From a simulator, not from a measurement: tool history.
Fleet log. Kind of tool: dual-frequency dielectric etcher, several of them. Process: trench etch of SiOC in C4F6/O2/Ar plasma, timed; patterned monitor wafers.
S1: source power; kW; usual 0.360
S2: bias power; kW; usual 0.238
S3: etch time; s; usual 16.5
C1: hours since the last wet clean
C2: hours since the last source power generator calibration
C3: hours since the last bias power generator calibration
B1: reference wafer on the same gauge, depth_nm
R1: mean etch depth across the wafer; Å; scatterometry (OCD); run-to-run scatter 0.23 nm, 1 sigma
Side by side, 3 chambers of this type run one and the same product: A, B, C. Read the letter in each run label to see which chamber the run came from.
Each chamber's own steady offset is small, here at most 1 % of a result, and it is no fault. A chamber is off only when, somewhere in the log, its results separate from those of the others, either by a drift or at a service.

run	hour	S1	S2	S3	C1	C2	C3	B1	R1
1A	6.6	0.360	0.238	16.5	57.7	682.9	284.9	36.986	357.83
2C	16.7	0.360	0.238	16.5	153.5	3349.4	542.5	37.023	362.09
3B	26.8	0.360	0.238	16.5	476.9	1454.3	1817.7	36.999	362.68
4A	33.3	0.360	0.238	16.5	84.4	709.6	311.6	36.965	358.31
5B	42.6	0.360	0.238	16.5	492.7	1470.1	1833.5	37.067	361.98
6C	50.9	0.360	0.238	12.0	187.7	3383.6	576.7	37.005	263.68
7A	58.5	0.360	0.238	12.0	109.6	734.8	336.8	36.974	261.91
8C	64.0	0.360	0.238	12.0	200.8	3396.7	589.8	37.038	264.81
9B	69.4	0.360	0.238	16.5	519.5	1496.9	1860.3	36.999	359.31
10A	78.4	0.360	0.238	16.5	129.5	754.7	356.7	37.004	360.40
11B	83.9	0.360	0.238	16.5	534.0	1511.4	1874.8	36.994	359.02
12C	91.1	0.360	0.238	16.5	227.9	3423.8	616.9	36.991	363.02
13C	98.5	0.300	0.238	14.0	235.3	3431.2	624.3	37.066	284.07
14A	103.3	0.300	0.238	14.0	154.4	779.6	381.6	37.012	284.42
15B	110.6	0.300	0.238	14.0	560.7	1538.1	1901.5	37.032	283.46
# hour 117.6: chamber B: wet clean of the chamber
16C	118.4	0.360	0.238	16.5	255.2	3451.1	644.2	36.960	360.62
17B	123.7	0.360	0.238	16.5	6.2	1551.2	1914.6	37.003	342.79
18A	128.9	0.360	0.270	16.5	180.0	805.2	407.2	37.048	374.46
19B	135.4	0.360	0.270	16.5	17.9	1562.9	1926.3	36.989	358.79
20A	143.9	0.360	0.270	16.5	195.0	820.2	422.2	36.991	377.60
21C	152.1	0.360	0.238	16.5	288.9	3484.8	677.9	37.060	359.40
22C	159.9	0.360	0.238	16.5	296.7	3492.6	685.7	37.017	361.33
23A	168.5	0.360	0.238	16.5	219.6	844.8	446.8	36.996	362.06
24B	177.4	0.360	0.200	16.5	59.9	1604.9	1968.3	36.966	326.83
25C	185.9	0.360	0.200	16.5	322.7	3518.6	711.7	37.032	342.89
26A	192.3	0.360	0.200	16.5	243.4	868.6	470.6	36.996	337.54
27B	201.3	0.360	0.238	20.0	83.8	1628.8	1992.2	37.042	416.58
28A	210.0	0.360	0.238	20.0	261.1	886.3	488.3	37.041	433.32

Predict what each chamber gives when all 3 of them run the settings below next.
29A	217.3	0.360	0.238	19.0					?
29B	217.3	0.360	0.238	19.0					?
29C	217.3	0.360	0.238	19.0					?

run	R1
29A	410.55
29B	397.70
29C	416.33
